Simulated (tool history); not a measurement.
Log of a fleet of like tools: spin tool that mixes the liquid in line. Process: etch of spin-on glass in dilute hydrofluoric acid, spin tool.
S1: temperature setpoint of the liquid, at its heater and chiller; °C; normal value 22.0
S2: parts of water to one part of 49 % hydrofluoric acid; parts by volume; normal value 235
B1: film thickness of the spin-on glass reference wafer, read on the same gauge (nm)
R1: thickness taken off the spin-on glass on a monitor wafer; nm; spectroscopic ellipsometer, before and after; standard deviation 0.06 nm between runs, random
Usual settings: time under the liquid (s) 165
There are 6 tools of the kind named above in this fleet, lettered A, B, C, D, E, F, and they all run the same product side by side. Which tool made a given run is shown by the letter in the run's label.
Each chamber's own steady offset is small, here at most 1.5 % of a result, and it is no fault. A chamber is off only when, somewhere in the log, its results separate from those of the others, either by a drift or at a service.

run 1F hour=3.8 | S1=22.0 S2=235 time_under_the_liquid_(s)=165 | B1=80.010 | R1=15.931
run 2A hour=7.1 | S1=22.0 S2=235 time_under_the_liquid_(s)=165 | B1=80.003 | R1=15.851
run 3D hour=10.7 | S1=22.0 S2=235 time_under_the_liquid_(s)=165 | B1=79.988 | R1=15.541
run 4C hour=15.4 | S1=22.0 S2=235 time_under_the_liquid_(s)=165 | B1=80.000 | R1=15.863
-- hour=19.8 chamber B: hydrofluoric acid flow meter replaced
run 5B hour=20.8 | S1=27.0 S2=320 time_under_the_liquid_(s)=165 | B1=80.005 | R1=12.756
run 6E hour=25.3 | S1=27.0 S2=320 time_under_the_liquid_(s)=165 | B1=80.004 | R1=12.535
run 7F hour=31.0 | S1=27.0 S2=320 time_under_the_liquid_(s)=165 | B1=80.003 | R1=12.719
run 8D hour=34.6 | S1=27.0 S2=320 time_under_the_liquid_(s)=165 | B1=80.019 | R1=12.417
run 9E hour=41.1 | S1=27.0 S2=320 time_under_the_liquid_(s)=165 | B1=79.981 | R1=12.474
run 10B hour=45.3 | S1=27.0 S2=320 time_under_the_liquid_(s)=165 | B1=80.002 | R1=12.767
run 11A hour=50.5 | S1=19.0 S2=140 time_under_the_liquid_(s)=165 | B1=80.001 | R1=26.029
run 12C hour=56.3 | S1=19.0 S2=140 time_under_the_liquid_(s)=165 | B1=79.980 | R1=26.291
run 13D hour=60.8 | S1=19.0 S2=140 time_under_the_liquid_(s)=165 | B1=80.003 | R1=25.698
-- hour=62.6 chamber F: hydrofluoric acid flow meter replaced
run 14F hour=67.5 | S1=19.0 S2=140 time_under_the_liquid_(s)=165 | B1=80.007 | R1=26.497
run 15B hour=72.0 | S1=19.0 S2=140 time_under_the_liquid_(s)=165 | B1=80.020 | R1=25.756
run 16E hour=76.1 | S1=19.0 S2=140 time_under_the_liquid_(s)=165 | B1=79.991 | R1=25.948
-- hour=80.0 chamber C: hydrofluoric acid flow meter replaced
run 17C hour=81.9 | S1=22.0 S2=235 time_under_the_liquid_(s)=165 | B1=80.006 | R1=15.699
run 18A hour=87.9 | S1=22.0 S2=235 time_under_the_liquid_(s)=165 | B1=80.002 | R1=15.803
run 19A hour=93.7 | S1=22.0 S2=235 time_under_the_liquid_(s)=165 | B1=79.994 | R1=15.784
run 20E hour=98.7 | S1=27.0 S2=235 time_under_the_liquid_(s)=165 | B1=79.971 | R1=18.812
run 21D hour=104.5 | S1=27.0 S2=235 time_under_the_liquid_(s)=165 | B1=79.985 | R1=18.644
run 22C hour=110.6 | S1=27.0 S2=235 time_under_the_liquid_(s)=165 | B1=80.001 | R1=18.887
run 23B hour=116.9 | S1=27.0 S2=235 time_under_the_liquid_(s)=165 | B1=80.000 | R1=18.986
run 24F hour=122.6 | S1=27.0 S2=235 time_under_the_liquid_(s)=165 | B1=80.029 | R1=19.033
run 25B hour=128.0 | S1=27.0 S2=235 time_under_the_liquid_(s)=165 | B1=79.989 | R1=19.042
run 26E hour=133.8 | S1=22.0 S2=235 time_under_the_liquid_(s)=165 | B1=79.983 | R1=15.671
run 27D hour=140.9 | S1=22.0 S2=235 time_under_the_liquid_(s)=165 | B1=79.992 | R1=15.459
-- hour=141.6 chamber C: thermometer replaced
run 28F hour=146.6 | S1=22.0 S2=235 time_under_the_liquid_(s)=165 | B1=79.978 | R1=15.894
run 29A hour=150.7 | S1=22.0 S2=235 time_under_the_liquid_(s)=165 | B1=80.022 | R1=15.769
run 30C hour=157.4 | S1=22.0 S2=235 time_under_the_liquid_(s)=165 | B1=79.960 | R1=15.696
run 31E hour=160.7 | S1=22.0 S2=235 time_under_the_liquid_(s)=165 | B1=80.011 | R1=15.745
run 32B hour=164.5 | S1=22.0 S2=235 time_under_the_liquid_(s)=165 | B1=80.023 | R1=15.831
run 33C hour=170.4 | S1=26.5 S2=185 time_under_the_liquid_(s)=165 | B1=80.004 | R1=24.949
run 34A hour=175.4 | S1=26.5 S2=185 time_under_the_liquid_(s)=165 | B1=80.007 | R1=24.939
run 35F hour=179.8 | S1=26.5 S2=185 time_under_the_liquid_(s)=165 | B1=80.002 | R1=25.002
run 36D hour=186.6 | S1=26.5 S2=185 time_under_the_liquid_(s)=165 | B1=79.979 | R1=24.665

All chambers now run identical settings, listed one chamber a line with results as question marks. What results will each chamber show?
run 37A hour=191.7 | S1=19.5 S2=235 time_under_the_liquid_(s)=165 | R1=?
run 37B hour=191.7 | S1=19.5 S2=235 time_under_the_liquid_(s)=165 | R1=?
run 37C hour=191.7 | S1=19.5 S2=235 time_under_the_liquid_(s)=165 | R1=?
run 37D hour=191.7 | S1=19.5 S2=235 time_under_the_liquid_(s)=165 | R1=?
run 37E hour=191.7 | S1=19.5 S2=235 time_under_the_liquid_(s)=165 | R1=?
run 37F hour=191.7 | S1=19.5 S2=235 time_under_the_liquid_(s)=165 | R1=?

run=37A R1=14.380
run=37B R1=14.410
run=37C R1=14.444
run=37D R1=14.095
run=37E R1=14.280
run=37F R1=14.381
